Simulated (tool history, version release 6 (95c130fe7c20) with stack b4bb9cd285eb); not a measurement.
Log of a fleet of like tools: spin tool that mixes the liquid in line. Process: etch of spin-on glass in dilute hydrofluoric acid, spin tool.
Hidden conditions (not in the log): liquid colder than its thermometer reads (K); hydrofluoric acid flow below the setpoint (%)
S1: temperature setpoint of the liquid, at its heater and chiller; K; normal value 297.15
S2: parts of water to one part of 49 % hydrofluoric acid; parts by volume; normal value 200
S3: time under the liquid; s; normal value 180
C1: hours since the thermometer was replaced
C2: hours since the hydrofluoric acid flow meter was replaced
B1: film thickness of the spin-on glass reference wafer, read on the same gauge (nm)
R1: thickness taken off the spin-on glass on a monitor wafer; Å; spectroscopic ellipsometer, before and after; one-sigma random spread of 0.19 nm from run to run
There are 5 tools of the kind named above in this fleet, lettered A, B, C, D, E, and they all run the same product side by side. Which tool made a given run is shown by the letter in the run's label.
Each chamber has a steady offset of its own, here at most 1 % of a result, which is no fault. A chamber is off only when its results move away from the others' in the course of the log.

| run | day | S1 | S2 | S3 | C1 | C2 | B1 | R1 |
|---|---|---|---|---|---|---|---|---|
| 1A | 0.396 | 297.15 | 200 | 180 | 388.6 | 1043.5 | 99.999 | 416.16 |
|  | 0.683 | chamber D: hydrofluoric acid flow meter replaced |
| 2B | 0.708 | 297.15 | 200 | 180 | 1392.9 | 625.4 | 99.991 | 418.46 |
| 3E | 1.1 | 297.15 | 200 | 180 | 1188 | 1627.9 | 99.998 | 420.32 |
| 4C | 1.471 | 297.15 | 200 | 180 | 609.7 | 988.9 | 100.01 | 416.17 |
|  | 1.617 | chamber E: thermometer replaced |
| 5D | 1.796 | 297.15 | 200 | 270 | 578.5 | 26.7 | 100.02 | 625.01 |
| 6D | 2.033 | 297.15 | 200 | 270 | 584.2 | 32.4 | 100.01 | 625.88 |
| 7B | 2.446 | 297.15 | 200 | 270 | 1434.6 | 667.1 | 99.992 | 630.69 |
| 8A | 2.908 | 297.15 | 200 | 270 | 448.9 | 1103.8 | 99.978 | 626.05 |
| 9C | 3.258 | 297.15 | 200 | 270 | 652.6 | 1031.8 | 100.01 | 625.81 |
|  | 3.5 | chamber E: hydrofluoric acid flow meter replaced |
| 10E | 3.596 | 297.15 | 200 | 180 | 47.5 | 2.4 | 100 | 420.44 |
| 11A | 4.129 | 297.15 | 200 | 180 | 478.2 | 1133.1 | 99.998 | 418.21 |
| 12E | 4.45 | 294.15 | 245 | 180 | 68 | 22.9 | 100 | 291.5 |
| 13C | 4.708 | 294.15 | 245 | 180 | 687.4 | 1066.6 | 100.01 | 292.42 |
| 14D | 4.95 | 294.15 | 245 | 180 | 654.2 | 102.4 | 100 | 292.52 |
| 15B | 5.35 | 294.15 | 245 | 180 | 1504.3 | 736.8 | 99.991 | 292.26 |
| 16B | 5.8 | 294.15 | 245 | 180 | 1515.1 | 747.6 | 100.01 | 293.26 |
| 17C | 6.033 | 297.15 | 150 | 285 | 719.2 | 1098.4 | 99.995 | 928.76 |
| 18E | 6.492 | 297.15 | 150 | 285 | 117 | 71.9 | 100 | 939.4 |
| 19A | 6.992 | 297.15 | 150 | 285 | 546.9 | 1201.8 | 100.01 | 923.36 |
| 20D | 7.371 | 297.15 | 150 | 285 | 712.3 | 160.5 | 99.988 | 927.6 |
| 21D | 7.683 | 297.15 | 150 | 285 | 719.8 | 168 | 99.989 | 933.67 |
| 22C | 7.958 | 297.15 | 200 | 180 | 765.4 | 1144.6 | 99.997 | 419.38 |
| 23A | 8.325 | 297.15 | 200 | 180 | 578.9 | 1233.8 | 100 | 409.77 |
| 24B | 8.6 | 297.15 | 200 | 180 | 1582.3 | 814.8 | 99.988 | 423.64 |
| 25E | 9.112 | 299.65 | 200 | 255 | 179.9 | 134.8 | 100 | 653.4 |
| 26E | 9.496 | 299.65 | 200 | 255 | 189.1 | 144 | 99.986 | 654.59 |
| 27A | 9.917 | 299.65 | 200 | 255 | 617.1 | 1272 | 99.987 | 632.43 |
| 28D | 10.329 | 299.65 | 200 | 255 | 783.3 | 231.5 | 100 | 646.52 |
| 29B | 10.725 | 299.65 | 200 | 255 | 1633.3 | 865.8 | 100.02 | 650.9 |
| 30C | 11.254 | 297.15 | 200 | 180 | 844.5 | 1223.7 | 100 | 418.7 |
| 31D | 11.783 | 297.15 | 200 | 180 | 818.2 | 266.4 | 99.989 | 416.19 |
| 32E | 12.258 | 297.15 | 200 | 180 | 255.4 | 210.3 | 100 | 421.25 |
| 33A | 12.517 | 297.15 | 200 | 100 | 679.5 | 1334.4 | 99.992 | 224.15 |
| 34B | 13.062 | 297.15 | 200 | 100 | 1689.4 | 921.9 | 99.986 | 232.65 |
| 35C | 13.521 | 297.15 | 200 | 100 | 898.9 | 1278.1 | 99.992 | 231.21 |
| 36E | 14.017 | 297.15 | 200 | 100 | 297.6 | 252.5 | 100 | 233.76 |
| 37A | 14.312 | 297.15 | 200 | 100 | 722.6 | 1377.5 | 99.982 | 222.78 |
| 38C | 14.825 | 297.15 | 200 | 180 | 930.2 | 1309.4 | 99.983 | 418.82 |
| 39D | 15.321 | 297.15 | 200 | 180 | 903.1 | 351.3 | 100.01 | 414.21 |
| 40B | 15.846 | 297.15 | 200 | 180 | 1756.2 | 988.7 | 99.993 | 421.9 |
| 41A | 16.196 | 297.15 | 200 | 180 | 767.8 | 1422.7 | 99.997 | 392.57 |

Predict what each chamber gives when all 5 of them run the settings below next.
| 42A | 16.592 | 297.15 | 200 | 245 |  |  |  | ? |
| 42B | 16.592 | 297.15 | 200 | 245 |  |  |  | ? |
| 42C | 16.592 | 297.15 | 200 | 245 |  |  |  | ? |
| 42D | 16.592 | 297.15 | 200 | 245 |  |  |  | ? |
| 42E | 16.592 | 297.15 | 200 | 245 |  |  |  | ? |

| run | R1 |
|---|---|
| 42A | 535.22 |
| 42B | 568.85 |
| 42C | 566.08 |
| 42D | 563.22 |
| 42E | 572.94 |

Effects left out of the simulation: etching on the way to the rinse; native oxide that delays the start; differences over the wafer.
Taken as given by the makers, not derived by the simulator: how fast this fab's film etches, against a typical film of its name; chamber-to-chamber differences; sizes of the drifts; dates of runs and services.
